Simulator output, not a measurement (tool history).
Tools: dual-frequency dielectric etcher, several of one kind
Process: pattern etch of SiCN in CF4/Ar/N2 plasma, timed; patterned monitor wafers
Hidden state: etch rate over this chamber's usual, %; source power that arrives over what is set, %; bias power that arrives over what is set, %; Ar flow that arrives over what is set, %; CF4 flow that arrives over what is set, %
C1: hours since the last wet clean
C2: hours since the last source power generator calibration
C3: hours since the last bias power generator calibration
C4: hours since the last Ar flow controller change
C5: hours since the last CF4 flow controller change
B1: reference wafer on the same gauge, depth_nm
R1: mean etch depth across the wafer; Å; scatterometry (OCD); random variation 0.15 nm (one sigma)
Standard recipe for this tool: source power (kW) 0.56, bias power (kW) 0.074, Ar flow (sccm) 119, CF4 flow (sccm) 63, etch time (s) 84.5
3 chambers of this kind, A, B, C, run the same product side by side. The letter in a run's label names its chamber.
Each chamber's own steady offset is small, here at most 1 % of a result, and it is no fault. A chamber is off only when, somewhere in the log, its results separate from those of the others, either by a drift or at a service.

{"run": "1A", "hour": 11.5, "source power (kW)": 0.56, "bias power (kW)": 0.074, "Ar flow (sccm)": 119, "CF4 flow (sccm)": 63, "etch time (s)": 84.5, "C1": 171.9, "C2": 2717.5, "C3": 1737.5, "C4": 289.1, "C5": 1156.7, "B1": 69.74, "R1": 853.57}
{"run": "2C", "hour": 24.2, "source power (kW)": 0.56, "bias power (kW)": 0.074, "Ar flow (sccm)": 119, "CF4 flow (sccm)": 63, "etch time (s)": 84.5, "C1": 231.2, "C2": 1376.1, "C3": 1532.3, "C4": 282.8, "C5": 129.9, "B1": 69.734, "R1": 843.08}
{"run": "3B", "hour": 35.0, "source power (kW)": 0.56, "bias power (kW)": 0.074, "Ar flow (sccm)": 119, "CF4 flow (sccm)": 63, "etch time (s)": 84.5, "C1": 80.2, "C2": 1687.8, "C3": 3220.8, "C4": 1519.2, "C5": 1940.7, "B1": 69.698, "R1": 852.99}
{"run": "4C", "hour": 43.8, "source power (kW)": 0.56, "bias power (kW)": 0.074, "Ar flow (sccm)": 119, "CF4 flow (sccm)": 63, "etch time (s)": 84.5, "C1": 250.8, "C2": 1395.7, "C3": 1551.9, "C4": 302.4, "C5": 149.5, "B1": 69.746, "R1": 843.06}
{"run": "5B", "hour": 55.6, "source power (kW)": 0.56, "bias power (kW)": 0.074, "Ar flow (sccm)": 119, "CF4 flow (sccm)": 63, "etch time (s)": 84.5, "C1": 100.8, "C2": 1708.4, "C3": 3241.4, "C4": 1539.8, "C5": 1961.3, "B1": 69.686, "R1": 855.04}
{"run": "6A", "hour": 63.6, "source power (kW)": 0.56, "bias power (kW)": 0.074, "Ar flow (sccm)": 119, "CF4 flow (sccm)": 63, "etch time (s)": 84.5, "C1": 224, "C2": 2769.6, "C3": 1789.6, "C4": 341.2, "C5": 1208.8, "B1": 69.692, "R1": 856.1}
{"run": "7B", "hour": 70.5, "source power (kW)": 0.56, "bias power (kW)": 0.074, "Ar flow (sccm)": 119, "CF4 flow (sccm)": 63, "etch time (s)": 84.5, "C1": 115.7, "C2": 1723.3, "C3": 3256.3, "C4": 1554.7, "C5": 1976.2, "B1": 69.661, "R1": 855.78}
{"run": "8A", "hour": 83.5, "source power (kW)": 0.56, "bias power (kW)": 0.074, "Ar flow (sccm)": 119, "CF4 flow (sccm)": 63, "etch time (s)": 84.5, "C1": 243.9, "C2": 2789.5, "C3": 1809.5, "C4": 361.1, "C5": 1228.7, "B1": 69.645, "R1": 855.91}
{"run": "9C", "hour": 96.9, "source power (kW)": 0.56, "bias power (kW)": 0.074, "Ar flow (sccm)": 140, "CF4 flow (sccm)": 63, "etch time (s)": 84.5, "C1": 303.9, "C2": 1448.8, "C3": 1605, "C4": 355.5, "C5": 202.6, "B1": 69.609, "R1": 819.76}
{"run": "10C", "hour": 112.5, "source power (kW)": 0.56, "bias power (kW)": 0.074, "Ar flow (sccm)": 140, "CF4 flow (sccm)": 63, "etch time (s)": 84.5, "C1": 319.5, "C2": 1464.4, "C3": 1620.6, "C4": 371.1, "C5": 218.2, "B1": 69.585, "R1": 820.68}
{"run": "11B", "hour": 125.6, "source power (kW)": 0.56, "bias power (kW)": 0.074, "Ar flow (sccm)": 140, "CF4 flow (sccm)": 63, "etch time (s)": 84.5, "C1": 170.8, "C2": 1778.4, "C3": 3311.4, "C4": 1609.8, "C5": 2031.3, "B1": 69.558, "R1": 832.59}
{"run": "12A", "hour": 139.5, "source power (kW)": 0.56, "bias power (kW)": 0.074, "Ar flow (sccm)": 119, "CF4 flow (sccm)": 63, "etch time (s)": 84.5, "C1": 299.9, "C2": 2845.5, "C3": 1865.5, "C4": 417.1, "C5": 1284.7, "B1": 69.549, "R1": 852.24}
{"run": "13A", "hour": 148.1, "source power (kW)": 0.56, "bias power (kW)": 0.074, "Ar flow (sccm)": 119, "CF4 flow (sccm)": 63, "etch time (s)": 84.5, "C1": 308.5, "C2": 2854.1, "C3": 1874.1, "C4": 425.7, "C5": 1293.3, "B1": 69.539, "R1": 853.35}
{"run": "14B", "hour": 161.3, "source power (kW)": 0.56, "bias power (kW)": 0.074, "Ar flow (sccm)": 119, "CF4 flow (sccm)": 63, "etch time (s)": 84.5, "C1": 206.5, "C2": 1814.1, "C3": 3347.1, "C4": 1645.5, "C5": 2067, "B1": 69.504, "R1": 852.04}
{"run": "15C", "hour": 172.8, "source power (kW)": 0.56, "bias power (kW)": 0.074, "Ar flow (sccm)": 119, "CF4 flow (sccm)": 63, "etch time (s)": 84.5, "C1": 379.8, "C2": 1524.7, "C3": 1680.9, "C4": 431.4, "C5": 278.5, "B1": 69.495, "R1": 843.45}
{"run": "16C", "hour": 179.9, "source power (kW)": 0.56, "bias power (kW)": 0.074, "Ar flow (sccm)": 119, "CF4 flow (sccm)": 63, "etch time (s)": 84.5, "C1": 386.9, "C2": 1531.8, "C3": 1688, "C4": 438.5, "C5": 285.6, "B1": 69.47, "R1": 841.09}
{"run": "17A", "hour": 190.1, "source power (kW)": 0.56, "bias power (kW)": 0.074, "Ar flow (sccm)": 119, "CF4 flow (sccm)": 63, "etch time (s)": 84.5, "C1": 350.5, "C2": 2896.1, "C3": 1916.1, "C4": 467.7, "C5": 1335.3, "B1": 69.43, "R1": 853.79}
{"run": "18B", "hour": 199.1, "source power (kW)": 0.56, "bias power (kW)": 0.074, "Ar flow (sccm)": 119, "CF4 flow (sccm)": 63, "etch time (s)": 84.5, "C1": 244.3, "C2": 1851.9, "C3": 3384.9, "C4": 1683.3, "C5": 2104.8, "B1": 69.404, "R1": 850.35}
{"hour": 206.1, "done": "chamber C: wet clean of the chamber"}
{"run": "19B", "hour": 210.9, "source power (kW)": 0.56, "bias power (kW)": 0.074, "Ar flow (sccm)": 119, "CF4 flow (sccm)": 63, "etch time (s)": 84.5, "C1": 256.1, "C2": 1863.7, "C3": 3396.7, "C4": 1695.1, "C5": 2116.6, "B1": 69.408, "R1": 850.16}
{"run": "20C", "hour": 217.7, "source power (kW)": 0.56, "bias power (kW)": 0.074, "Ar flow (sccm)": 119, "CF4 flow (sccm)": 63, "etch time (s)": 84.5, "C1": 11.7, "C2": 1569.6, "C3": 1725.8, "C4": 476.3, "C5": 323.4, "B1": 69.393, "R1": 837.68}
{"run": "21A", "hour": 228.4, "source power (kW)": 0.56, "bias power (kW)": 0.074, "Ar flow (sccm)": 119, "CF4 flow (sccm)": 63, "etch time (s)": 84.5, "C1": 388.8, "C2": 2934.4, "C3": 1954.4, "C4": 506, "C5": 1373.6, "B1": 69.388, "R1": 852.99}
{"run": "22C", "hour": 235.6, "source power (kW)": 0.56, "bias power (kW)": 0.074, "Ar flow (sccm)": 119, "CF4 flow (sccm)": 63, "etch time (s)": 102.5, "C1": 29.6, "C2": 1587.5, "C3": 1743.7, "C4": 494.2, "C5": 341.3, "B1": 69.345, "R1": 1020.1}
{"run": "23A", "hour": 246.3, "source power (kW)": 0.56, "bias power (kW)": 0.074, "Ar flow (sccm)": 119, "CF4 flow (sccm)": 63, "etch time (s)": 102.5, "C1": 406.7, "C2": 2952.3, "C3": 1972.3, "C4": 523.9, "C5": 1391.5, "B1": 69.333, "R1": 1031.7}
{"run": "24B", "hour": 253.5, "source power (kW)": 0.56, "bias power (kW)": 0.074, "Ar flow (sccm)": 119, "CF4 flow (sccm)": 63, "etch time (s)": 102.5, "C1": 298.7, "C2": 1906.3, "C3": 3439.3, "C4": 1737.7, "C5": 2159.2, "B1": 69.305, "R1": 1031.2}

Each of the 3 chambers runs these same settings next. Fill in every chamber's results:
{"run": "25A", "hour": 264.7, "source power (kW)": 0.56, "bias power (kW)": 0.074, "Ar flow (sccm)": 119, "CF4 flow (sccm)": 63, "etch time (s)": 84.5, "R1": "?"}
{"run": "25B", "hour": 264.7, "source power (kW)": 0.56, "bias power (kW)": 0.074, "Ar flow (sccm)": 119, "CF4 flow (sccm)": 63, "etch time (s)": 84.5, "R1": "?"}
{"run": "25C", "hour": 264.7, "source power (kW)": 0.56, "bias power (kW)": 0.074, "Ar flow (sccm)": 119, "CF4 flow (sccm)": 63, "etch time (s)": 84.5, "R1": "?"}

run=25A R1=849.23
run=25B R1=850.09
run=25C R1=840.45
